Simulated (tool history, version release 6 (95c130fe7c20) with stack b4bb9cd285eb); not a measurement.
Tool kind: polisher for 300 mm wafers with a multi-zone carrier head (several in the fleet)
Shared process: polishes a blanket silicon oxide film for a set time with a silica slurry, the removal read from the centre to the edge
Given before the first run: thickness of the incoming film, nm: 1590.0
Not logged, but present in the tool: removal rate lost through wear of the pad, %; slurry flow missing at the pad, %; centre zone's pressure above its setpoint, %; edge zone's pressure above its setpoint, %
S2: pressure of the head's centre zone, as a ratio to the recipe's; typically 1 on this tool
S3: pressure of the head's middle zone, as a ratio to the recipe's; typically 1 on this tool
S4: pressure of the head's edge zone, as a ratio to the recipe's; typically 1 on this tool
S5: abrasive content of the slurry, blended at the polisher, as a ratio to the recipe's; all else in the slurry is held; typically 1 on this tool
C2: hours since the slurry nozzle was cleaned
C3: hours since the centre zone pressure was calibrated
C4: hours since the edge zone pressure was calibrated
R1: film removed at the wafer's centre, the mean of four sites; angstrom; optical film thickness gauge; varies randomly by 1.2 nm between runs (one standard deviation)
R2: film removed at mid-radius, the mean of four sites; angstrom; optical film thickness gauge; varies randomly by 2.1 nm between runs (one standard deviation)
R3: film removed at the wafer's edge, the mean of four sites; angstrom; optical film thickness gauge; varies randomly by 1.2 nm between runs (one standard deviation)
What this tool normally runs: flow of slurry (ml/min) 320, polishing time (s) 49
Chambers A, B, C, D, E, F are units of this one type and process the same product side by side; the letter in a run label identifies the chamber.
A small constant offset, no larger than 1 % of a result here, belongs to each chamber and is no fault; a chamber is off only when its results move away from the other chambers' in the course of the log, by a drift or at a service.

-- hour=9.9 chamber E: worn pad replaced by a new one
run 1E hour=10 | flow_of_slurry_(ml/min)=320 S2=1 S3=1 S4=1 S5=1 polishing_time_(s)=49 | wafers_polished_on_this_pad=2 C2=188.4 C3=460.4 C4=426.7 | R1=1735.5 R2=1687.8 R3=1687.1
-- hour=15.3 chamber F: worn pad replaced by a new one
run 2C hour=18.9 | flow_of_slurry_(ml/min)=320 S2=1 S3=1 S4=1 S5=1 polishing_time_(s)=49 | wafers_polished_on_this_pad=826 C2=463.9 C3=629.6 C4=206 | R1=1713 R2=1677.8 R3=1692.5
-- hour=19.4 chamber D: worn pad replaced by a new one
-- hour=30.8 chamber B: slurry nozzle cleaned
run 3A hour=32.3 | flow_of_slurry_(ml/min)=320 S2=1 S3=1 S4=1 S5=1 polishing_time_(s)=49 | wafers_polished_on_this_pad=789 C2=424.6 C3=49.9 C4=222.1 | R1=1697 R2=1707.6 R3=1697
-- hour=38.1 chamber B: worn pad replaced by a new one
-- hour=38.7 chamber C: worn pad replaced by a new one
run 4F hour=41.2 | flow_of_slurry_(ml/min)=320 S2=1 S3=1 S4=1 S5=1 polishing_time_(s)=49 | wafers_polished_on_this_pad=342 C2=209.1 C3=490.3 C4=685.4 | R1=1688.2 R2=1677.9 R3=1704
-- hour=48.7 chamber A: worn pad replaced by a new one
run 5D hour=51.4 | flow_of_slurry_(ml/min)=245 S2=1 S3=1 S4=1 S5=1.1 polishing_time_(s)=49 | wafers_polished_on_this_pad=422 C2=753.6 C3=449.5 C4=376.7 | R1=1725.2 R2=1700.5 R3=1733.3
run 6B hour=58.6 | flow_of_slurry_(ml/min)=245 S2=1 S3=1 S4=1 S5=1.1 polishing_time_(s)=49 | wafers_polished_on_this_pad=271 C2=27.8 C3=876.5 C4=927.7 | R1=1717.6 R2=1727.2 R3=1758.5
run 7A hour=72.5 | flow_of_slurry_(ml/min)=245 S2=1 S3=1 S4=1 S5=1.1 polishing_time_(s)=49 | wafers_polished_on_this_pad=315 C2=464.8 C3=90.1 C4=262.3 | R1=1723.2 R2=1696.8 R3=1732.1
run 8F hour=80.5 | flow_of_slurry_(ml/min)=245 S2=1 S3=1 S4=1 S5=1.1 polishing_time_(s)=49 | wafers_polished_on_this_pad=861 C2=248.4 C3=529.6 C4=724.7 | R1=1715.3 R2=1785.2 R3=1736.9
-- hour=85.1 chamber F: edge zone pressure recalibrated
run 9C hour=88.4 | flow_of_slurry_(ml/min)=245 S2=1 S3=1 S4=1 S5=1.1 polishing_time_(s)=49 | wafers_polished_on_this_pad=656 C2=533.4 C3=699.1 C4=275.5 | R1=1735.9 R2=1727.4 R3=1737
run 10D hour=95.8 | flow_of_slurry_(ml/min)=245 S2=1 S3=1 S4=1 S5=1.1 polishing_time_(s)=49 | wafers_polished_on_this_pad=1008 C2=798 C3=493.9 C4=421.1 | R1=1706.1 R2=1765.1 R3=1751.6
-- hour=99.3 chamber D: worn pad replaced by a new one
-- hour=99.9 chamber A: slurry nozzle cleaned
-- hour=104 chamber E: worn pad replaced by a new one
run 11B hour=106.1 | flow_of_slurry_(ml/min)=320 S2=1 S3=1 S4=1 S5=1 polishing_time_(s)=49 | wafers_polished_on_this_pad=898 C2=75.3 C3=924 C4=975.2 | R1=1708.6 R2=1716.1 R3=1690.1
-- hour=119.1 chamber A: worn pad replaced by a new one
run 12E hour=119.9 | flow_of_slurry_(ml/min)=320 S2=1 S3=1 S4=1 S5=1 polishing_time_(s)=49 | wafers_polished_on_this_pad=210 C2=298.3 C3=570.3 C4=536.6 | R1=1699.2 R2=1690.3 R3=1707.2
-- hour=121.8 chamber C: worn pad replaced by a new one
-- hour=122.8 chamber F: worn pad replaced by a new one
run 13D hour=126 | flow_of_slurry_(ml/min)=320 S2=1 S3=1 S4=1 S5=1 polishing_time_(s)=49 | wafers_polished_on_this_pad=353 C2=828.2 C3=524.1 C4=451.3 | R1=1690.2 R2=1744.2 R3=1702.1
-- hour=130.4 chamber B: worn pad replaced by a new one
run 14F hour=134.9 | flow_of_slurry_(ml/min)=240 S2=1 S3=1.11 S4=1 S5=1 polishing_time_(s)=49 | wafers_polished_on_this_pad=159 C2=302.8 C3=584 C4=49.8 | R1=1641.1 R2=1829.8 R3=1671.1
-- hour=139.1 chamber C: slurry nozzle cleaned
-- hour=139.4 chamber D: slurry nozzle cleaned
run 15C hour=142 | flow_of_slurry_(ml/min)=240 S2=1 S3=1.11 S4=1 S5=1 polishing_time_(s)=49 | wafers_polished_on_this_pad=267 C2=2.9 C3=752.7 C4=329.1 | R1=1640.3 R2=1806.9 R3=1655.6
-- hour=148.3 chamber B: centre zone pressure recalibrated
run 16A hour=155 | flow_of_slurry_(ml/min)=240 S2=1 S3=1.11 S4=1 S5=1 polishing_time_(s)=49 | wafers_polished_on_this_pad=474 C2=55.1 C3=172.6 C4=344.8 | R1=1639.4 R2=1836.6 R3=1657.2
run 17B hour=164.5 | flow_of_slurry_(ml/min)=240 S2=1 S3=1.11 S4=1 S5=1 polishing_time_(s)=49 | wafers_polished_on_this_pad=450 C2=133.7 C3=16.2 C4=1033.6 | R1=1640.1 R2=1871.8 R3=1667.1
-- hour=167.5 chamber D: worn pad replaced by a new one
run 18E hour=174.2 | flow_of_slurry_(ml/min)=240 S2=1 S3=1.11 S4=1 S5=1 polishing_time_(s)=49 | wafers_polished_on_this_pad=927 C2=352.6 C3=624.6 C4=590.9 | R1=1653.5 R2=1810.4 R3=1649.1
-- hour=180.3 chamber E: edge zone pressure recalibrated
run 19D hour=186.2 | flow_of_slurry_(ml/min)=240 S2=1 S3=1.11 S4=1 S5=1 polishing_time_(s)=49 | wafers_polished_on_this_pad=247 C2=46.8 C3=584.3 C4=511.5 | R1=1643.7 R2=1804.3 R3=1653
-- hour=188.5 chamber C: worn pad replaced by a new one
-- hour=195.6 chamber A: worn pad replaced by a new one
run 20A hour=198.5 | flow_of_slurry_(ml/min)=320 S2=1 S3=1 S4=1 S5=1 polishing_time_(s)=49 | wafers_polished_on_this_pad=38 C2=98.6 C3=216.1 C4=388.3 | R1=1716.1 R2=1697.7 R3=1705
-- hour=209.3 chamber F: worn pad replaced by a new one
run 21C hour=209.9 | flow_of_slurry_(ml/min)=320 S2=1 S3=1 S4=1 S5=1 polishing_time_(s)=49 | wafers_polished_on_this_pad=283 C2=70.8 C3=820.6 C4=397 | R1=1707.5 R2=1699.4 R3=1689.1
-- hour=211.4 chamber E: worn pad replaced by a new one
run 22E hour=219.8 | flow_of_slurry_(ml/min)=320 S2=1 S3=1 S4=1 S5=1 polishing_time_(s)=42 | wafers_polished_on_this_pad=111 C2=398.2 C3=670.2 C4=39.6 | R1=1464.9 R2=1416.9 R3=1459.2
-- hour=222.7 chamber D: centre zone pressure recalibrated
run 23F hour=228.7 | flow_of_slurry_(ml/min)=320 S2=1 S3=1 S4=1 S5=1 polishing_time_(s)=42 | wafers_polished_on_this_pad=256 C2=396.6 C3=677.8 C4=143.6 | R1=1456.3 R2=1497.2 R3=1471.6
-- hour=232.3 chamber B: worn pad replaced by a new one
run 24B hour=239.5 | flow_of_slurry_(ml/min)=320 S2=1 S3=1 S4=1 S5=1 polishing_time_(s)=42 | wafers_polished_on_this_pad=96 C2=208.7 C3=91.2 C4=1108.6 | R1=1449 R2=1459.6 R3=1465
-- hour=243.2 chamber D: worn pad replaced by a new one
-- hour=249 chamber E: slurry nozzle cleaned
run 25E hour=252.1 | flow_of_slurry_(ml/min)=320 S2=1 S3=1 S4=1 S5=1 polishing_time_(s)=42 | wafers_polished_on_this_pad=537 C2=3.2 C3=702.5 C4=71.9 | R1=1468.7 R2=1467 R3=1456.5
run 26B hour=259.6 | flow_of_slurry_(ml/min)=320 S2=1 S3=1 S4=1 S5=1 polishing_time_(s)=42 | wafers_polished_on_this_pad=361 C2=228.8 C3=111.3 C4=1128.7 | R1=1463.5 R2=1474.3 R3=1477.5
-- hour=266.3 chamber A: worn pad replaced by a new one
run 27A hour=269.9 | flow_of_slurry_(ml/min)=320 S2=1 S3=1 S4=1 S5=1 polishing_time_(s)=42 | wafers_polished_on_this_pad=47 C2=170 C3=287.5 C4=459.7 | R1=1482.3 R2=1472 R3=1463.5
-- hour=271.5 chamber C: worn pad replaced by a new one
-- hour=280.1 chamber C: edge zone pressure recalibrated
run 28D hour=281.8 | flow_of_slurry_(ml/min)=320 S2=1 S3=1 S4=1 S5=1 polishing_time_(s)=49 | wafers_polished_on_this_pad=510 C2=142.4 C3=59.2 C4=607.1 | R1=1710.7 R2=1708.8 R3=1705.9
run 29F hour=294.7 | flow_of_slurry_(ml/min)=320 S2=1 S3=1 S4=1 S5=1 polishing_time_(s)=49 | wafers_polished_on_this_pad=1127 C2=462.6 C3=743.8 C4=209.6 | R1=1717.7 R2=1745.4 R3=1698.1
run 30C hour=301.2 | flow_of_slurry_(ml/min)=320 S2=1 S3=1 S4=1 S5=1 polishing_time_(s)=49 | wafers_polished_on_this_pad=393 C2=162.1 C3=911.9 C4=21.1 | R1=1689.6 R2=1692.5 R3=1726
-- hour=308 chamber F: worn pad replaced by a new one
-- hour=310.6 chamber E: worn pad replaced by a new one
-- hour=312.6 chamber A: edge zone pressure recalibrated
run 31F hour=312.7 | flow_of_slurry_(ml/min)=320 S2=1 S3=1 S4=1 S5=1 polishing_time_(s)=49 | wafers_polished_on_this_pad=62 C2=480.6 C3=761.8 C4=227.6 | R1=1708.8 R2=1696.8 R3=1707.8
-- hour=316 chamber D: worn pad replaced by a new one
run 32E hour=323.6 | flow_of_slurry_(ml/min)=320 S2=1 S3=1 S4=1 S5=1 polishing_time_(s)=49 | wafers_polished_on_this_pad=171 C2=74.7 C3=774 C4=143.4 | R1=1716.1 R2=1722.6 R3=1685.3
run 33B hour=330.7 | flow_of_slurry_(ml/min)=320 S2=1 S3=1 S4=1 S5=1 polishing_time_(s)=49 | wafers_polished_on_this_pad=1300 C2=299.9 C3=182.4 C4=1199.8 | R1=1719.3 R2=1757 R3=1745.2
run 34C hour=342.8 | flow_of_slurry_(ml/min)=320 S2=1 S3=1 S4=1 S5=1 polishing_time_(s)=49 | wafers_polished_on_this_pad=942 C2=203.7 C3=953.5 C4=62.7 | R1=1710.5 R2=1700.2 R3=1692.6
-- hour=345.4 chamber A: worn pad replaced by a new one
-- hour=354.1 chamber B: worn pad replaced by a new one
run 35D hour=355.6 | flow_of_slurry_(ml/min)=320 S2=1 S3=1 S4=1 S5=1 polishing_time_(s)=49 | wafers_polished_on_this_pad=523 C2=216.2 C3=133 C4=680.9 | R1=1686.2 R2=1760.4 R3=1709.8
run 36A hour=367.3 | flow_of_slurry_(ml/min)=320 S2=1 S3=1 S4=1 S5=1 polishing_time_(s)=49 | wafers_polished_on_this_pad=289 C2=267.4 C3=384.9 C4=54.8 | R1=1684.9 R2=1713.6 R3=1701.5
run 37A hour=376.3 | flow_of_slurry_(ml/min)=320 S2=1 S3=1 S4=1 S5=1 polishing_time_(s)=49 | wafers_polished_on_this_pad=408 C2=276.4 C3=393.9 C4=63.8 | R1=1695.2 R2=1707.1 R3=1701.3
run 38B hour=385.8 | flow_of_slurry_(ml/min)=320 S2=1 S3=1 S4=1 S5=1 polishing_time_(s)=49 | wafers_polished_on_this_pad=419 C2=355 C3=237.5 C4=1254.9 | R1=1712.2 R2=1739.7 R3=1732.4

Is one chamber out of step, is the gauge drifting, or do the chambers differ by no more than their own small offsets? For an off chamber, give its letter and the likeliest cause.

Beyond each chamber's small constant offset nothing stands out, and the gauge stays steady.
